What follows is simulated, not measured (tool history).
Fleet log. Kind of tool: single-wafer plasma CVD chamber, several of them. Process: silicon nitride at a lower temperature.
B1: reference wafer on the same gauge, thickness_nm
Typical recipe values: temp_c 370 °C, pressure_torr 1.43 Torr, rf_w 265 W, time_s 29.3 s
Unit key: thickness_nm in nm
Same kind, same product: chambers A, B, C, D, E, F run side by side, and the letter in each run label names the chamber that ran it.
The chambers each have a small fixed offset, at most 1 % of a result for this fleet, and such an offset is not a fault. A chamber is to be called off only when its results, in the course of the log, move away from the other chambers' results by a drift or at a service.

At day 0.4: chamber D: RF generator calibrated.
Run 1B, day 0.45: usual settings; B1 27.3. Result: thickness_nm 30.511 nm.
Run 2D, day 0.921: usual settings; B1 27.284. Result: thickness_nm 30.374 nm.
Run 3F, day 1.267: usual settings; B1 27.299. Result: thickness_nm 30.503 nm.
Run 4C, day 1.908: usual settings; B1 27.293. Result: thickness_nm 30.474 nm.
Run 5E, day 2.579: usual settings but pressure_torr 1.64 Torr; B1 27.29. Result: thickness_nm 31.62 nm.
Run 6A, day 3: usual settings but pressure_torr 1.64 Torr; B1 27.271. Result: thickness_nm 31.567 nm.
Run 7C, day 3.6: usual settings but pressure_torr 1.64 Torr; B1 27.264. Result: thickness_nm 31.731 nm.
At day 3.654: chamber E: capacitance manometer re-zeroed and calibrated.
Run 8E, day 4.117: usual settings but pressure_torr 1.64 Torr; B1 27.273. Result: thickness_nm 31.625 nm.
Run 9D, day 4.583: usual settings but pressure_torr 1.64 Torr; B1 27.275. Result: thickness_nm 31.498 nm.
Run 10F, day 4.975: usual settings but pressure_torr 1.64 Torr; B1 27.258. Result: thickness_nm 31.748 nm.
Run 11B, day 5.45: usual settings; B1 27.253. Result: thickness_nm 30.444 nm.
Run 12A, day 6.133: usual settings but pressure_torr 1.2 Torr; B1 27.253. Result: thickness_nm 28.735 nm.
Run 13C, day 6.8: usual settings but pressure_torr 1.2 Torr; B1 27.248. Result: thickness_nm 28.886 nm.
At day 7.292: chamber F: thermocouple changed; heater temperature recalibrated.
Run 14D, day 7.317: usual settings but pressure_torr 1.2 Torr; B1 27.255. Result: thickness_nm 28.842 nm.
Run 15E, day 7.958: usual settings but pressure_torr 1.2 Torr; B1 27.25. Result: thickness_nm 28.916 nm.
Run 16B, day 8.608: usual settings but pressure_torr 1.2 Torr; B1 27.237. Result: thickness_nm 28.95 nm.
Run 17F, day 8.979: usual settings but pressure_torr 1.2 Torr; B1 27.246. Result: thickness_nm 29.023 nm.
Run 18A, day 9.462: usual settings; B1 27.229. Result: thickness_nm 30.323 nm.
Run 19D, day 9.938: usual settings but pressure_torr 1.77 Torr, rf_w 230 W; B1 27.227. Result: thickness_nm 29.122 nm.
Run 20E, day 10.521: usual settings but pressure_torr 1.77 Torr, rf_w 230 W; B1 27.229. Result: thickness_nm 29.082 nm.
Run 21C, day 11.171: usual settings but pressure_torr 1.77 Torr, rf_w 230 W; B1 27.238. Result: thickness_nm 29.144 nm.
At day 11.254: chamber F: capacitance manometer re-zeroed and calibrated.
Run 22B, day 11.725: usual settings but pressure_torr 1.77 Torr, rf_w 230 W; B1 27.223. Result: thickness_nm 29.24 nm.
Run 23A, day 12.142: usual settings but pressure_torr 1.77 Torr, rf_w 230 W; B1 27.225. Result: thickness_nm 29.112 nm.
At day 12.371: chamber E: thermocouple changed; heater temperature recalibrated.
Run 24F, day 12.808: usual settings but pressure_torr 1.77 Torr, rf_w 230 W; B1 27.214. Result: thickness_nm 29.305 nm.
Run 25A, day 13.133: usual settings but pressure_torr 1.17 Torr, rf_w 215 W; B1 27.217. Result: thickness_nm 24.614 nm.
Run 26F, day 13.546: usual settings but pressure_torr 1.17 Torr, rf_w 215 W; B1 27.209. Result: thickness_nm 24.837 nm.
Run 27C, day 13.929: usual settings but pressure_torr 1.17 Torr, rf_w 215 W; B1 27.21. Result: thickness_nm 24.597 nm.
Run 28D, day 14.383: usual settings but pressure_torr 1.17 Torr, rf_w 215 W; B1 27.203. Result: thickness_nm 24.684 nm.
Run 29E, day 14.929: usual settings but pressure_torr 1.17 Torr, rf_w 215 W; B1 27.186. Result: thickness_nm 24.725 nm.
Run 30B, day 15.608: usual settings but pressure_torr 1.17 Torr, rf_w 215 W; B1 27.192. Result: thickness_nm 24.668 nm.
Run 31C, day 16.108: usual settings; B1 27.197. Result: thickness_nm 30.383 nm.
Run 32F, day 16.696: usual settings; B1 27.179. Result: thickness_nm 30.531 nm.
Run 33E, day 17.021: usual settings; B1 27.179. Result: thickness_nm 30.299 nm.
Run 34D, day 17.396: usual settings; B1 27.18. Result: thickness_nm 30.302 nm.
Run 35B, day 17.879: usual settings; B1 27.178. Result: thickness_nm 30.346 nm.
Run 36A, day 18.55: usual settings but pressure_torr 1.74 Torr, time_s 34.8 s; B1 27.163. Result: thickness_nm 37.947 nm.
At day 18.946: chamber B: capacitance manometer re-zeroed and calibrated.
Run 37A, day 19.204: usual settings but pressure_torr 1.74 Torr, time_s 34.8 s; B1 27.167. Result: thickness_nm 37.824 nm.
Run 38B, day 19.708: usual settings but pressure_torr 1.74 Torr, time_s 34.8 s; B1 27.159. Result: thickness_nm 38.005 nm.
Run 39F, day 20.171: usual settings but pressure_torr 1.74 Torr, time_s 34.8 s; B1 27.157. Result: thickness_nm 38.128 nm.
At day 20.529: chamber D: capacitance manometer re-zeroed and calibrated.
Run 40E, day 20.642: usual settings but pressure_torr 1.74 Torr, time_s 34.8 s; B1 27.158. Result: thickness_nm 37.928 nm.
Run 41D, day 21.129: usual settings but pressure_torr 1.74 Torr, time_s 34.8 s; B1 27.151. Result: thickness_nm 37.796 nm.
Run 42C, day 21.658: usual settings; B1 27.148. Result: thickness_nm 30.281 nm.
Run 43E, day 21.992: usual settings; B1 27.15. Result: thickness_nm 30.333 nm.

Is one chamber out of step, is the gauge drifting, or do the chambers differ by no more than their own small offsets? For an off chamber, give its letter and the likeliest cause.

The shared gauge is drifting. All chambers look as if they move in step, but none is off.
What lies behind it: gauge reads low (%) = 0.575.

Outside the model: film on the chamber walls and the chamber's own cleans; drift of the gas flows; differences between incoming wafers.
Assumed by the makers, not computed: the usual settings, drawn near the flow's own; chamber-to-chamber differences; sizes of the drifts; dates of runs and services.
